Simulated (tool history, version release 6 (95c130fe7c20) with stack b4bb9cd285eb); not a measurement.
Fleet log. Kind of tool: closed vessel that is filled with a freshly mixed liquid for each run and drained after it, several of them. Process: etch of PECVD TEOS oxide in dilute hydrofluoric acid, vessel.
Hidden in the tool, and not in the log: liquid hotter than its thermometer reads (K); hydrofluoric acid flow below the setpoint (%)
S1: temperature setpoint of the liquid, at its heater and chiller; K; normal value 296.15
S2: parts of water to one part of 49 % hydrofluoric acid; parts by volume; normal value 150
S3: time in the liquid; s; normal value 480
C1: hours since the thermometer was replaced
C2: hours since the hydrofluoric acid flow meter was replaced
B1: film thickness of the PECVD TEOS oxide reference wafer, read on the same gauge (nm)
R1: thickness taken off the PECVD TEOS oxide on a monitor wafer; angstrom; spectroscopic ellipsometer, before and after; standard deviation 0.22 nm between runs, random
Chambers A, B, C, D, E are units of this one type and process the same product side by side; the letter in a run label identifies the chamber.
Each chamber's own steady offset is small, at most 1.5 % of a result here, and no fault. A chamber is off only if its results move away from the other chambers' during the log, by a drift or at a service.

run,hour,S1,S2,S3,C1,C2,B1,R1
1A,4.7,296.15,150,480,947.6,563.7,39.996,509.43
2E,13.5,296.15,150,480,415.9,165,40.018,511.93
3C,22.9,296.15,150,480,623.6,353.9,39.984,516.23
4B,30.7,296.15,150,480,672.1,474.2,40,513.92
5D,37.7,296.15,150,480,886,456.5,39.995,510.39
6B,45.7,296.15,75,480,687.1,489.2,40.042,1105.8
7E,53.8,296.15,75,480,456.2,205.3,40.038,1098.2
8C,62.8,296.15,75,480,663.5,393.8,40.058,1114.3
9A,73.1,296.15,75,480,1016,632.1,40.009,1127.8
10D,79,296.15,75,480,927.3,497.8,40.001,1123.3
11E,88.8,296.15,150,480,491.2,240.3,40.045,505.6
12B,97,296.15,150,480,738.4,540.5,40.018,518.01
13D,101.6,296.15,150,480,949.9,520.4,40.009,513.62
14A,108.8,296.15,150,480,1051.7,667.8,39.992,510.12
15C,115.3,296.15,150,480,716,446.3,40.04,519.52
16C,121.6,300.15,150,480,722.3,452.6,39.978,602.08
17A,127.2,300.15,150,480,1070.1,686.2,40.041,596.54
18D,137.4,300.15,150,480,985.7,556.2,39.948,590.91
19B,147.4,300.15,150,480,788.8,590.9,40.033,598.66
20E,152.1,300.15,150,480,554.5,303.6,39.992,576.63
# hour 159.4: chamber E: thermometer replaced
21D,160.1,296.15,150,480,1008.4,578.9,40.034,509.38
22E,166.7,296.15,150,480,7.4,318.2,40.018,495.52
23C,173.5,296.15,150,480,774.2,504.5,40.007,519.44
24A,183.1,296.15,150,480,1126,742.1,40.006,510.15
25B,190.1,296.15,150,480,831.5,633.6,40.027,512.94
26A,195.9,296.15,150,480,1138.8,754.9,40.02,509.09
27D,205,296.15,150,480,1053.3,623.8,39.977,512.97
# hour 205.4: chamber A: hydrofluoric acid flow meter replaced
28C,209.5,296.15,150,480,810.2,540.5,40.005,520.78
29E,217.2,296.15,150,480,57.9,368.7,40.008,487.81
30B,221.9,296.15,150,480,863.3,665.4,39.992,510.55
31A,232.1,300.65,150,480,1175,26.8,39.979,608.03
32B,236.7,300.65,150,480,878.1,680.2,39.998,608.08
33E,241.3,300.65,150,480,82,392.8,40.024,580.08
34D,251.5,300.65,150,480,1099.8,670.3,39.961,603.79
35C,257.8,300.65,150,480,858.5,588.8,40.011,613.03
36A,263.5,296.15,150,480,1206.4,58.2,40.009,517.31
37B,270,296.15,150,480,911.4,713.5,40.013,514.75
38C,280,296.15,150,480,880.7,611,40.011,520.83
39E,285.9,296.15,100,480,126.6,437.4,39.998,767.56
40D,294.4,296.15,100,480,1142.7,713.2,39.989,819.97
41A,299,296.15,100,480,1241.9,93.7,39.982,813.31

One chamber off, gauge drift, or nothing amiss beyond the chambers' own small offsets? If it is a chamber, which one, and what is the likeliest cause?

Chamber E drifts away from the others.
What lies behind it: hydrofluoric acid flow below the setpoint (%) = 4.92.

Which of the 4 candidates below, each the usual settings with something changed and its results left as question marks, puts chamber E back in line with what the other chambers give on the usual settings?
Maximum distance from the other chambers' mean on the usual settings for a result to count as in line: R1 7.7 angstrom
42E-1,306.6,296.15,155,465,,,,?
42E-2,306.6,296.15,150,515,,,,?
42E-3,306.6,296.15,150,495,,,,?
42E-4,306.6,296.15,150,465,,,,?

Average result of the remaining chambers running the usual settings: R1 513.92 angstrom
run,R1
42E-1,447.81
42E-2,515.22
42E-3,495.21
42E-4,465.19
The answer is 42E-2, which returns the chamber to within the allowed miss of the others.
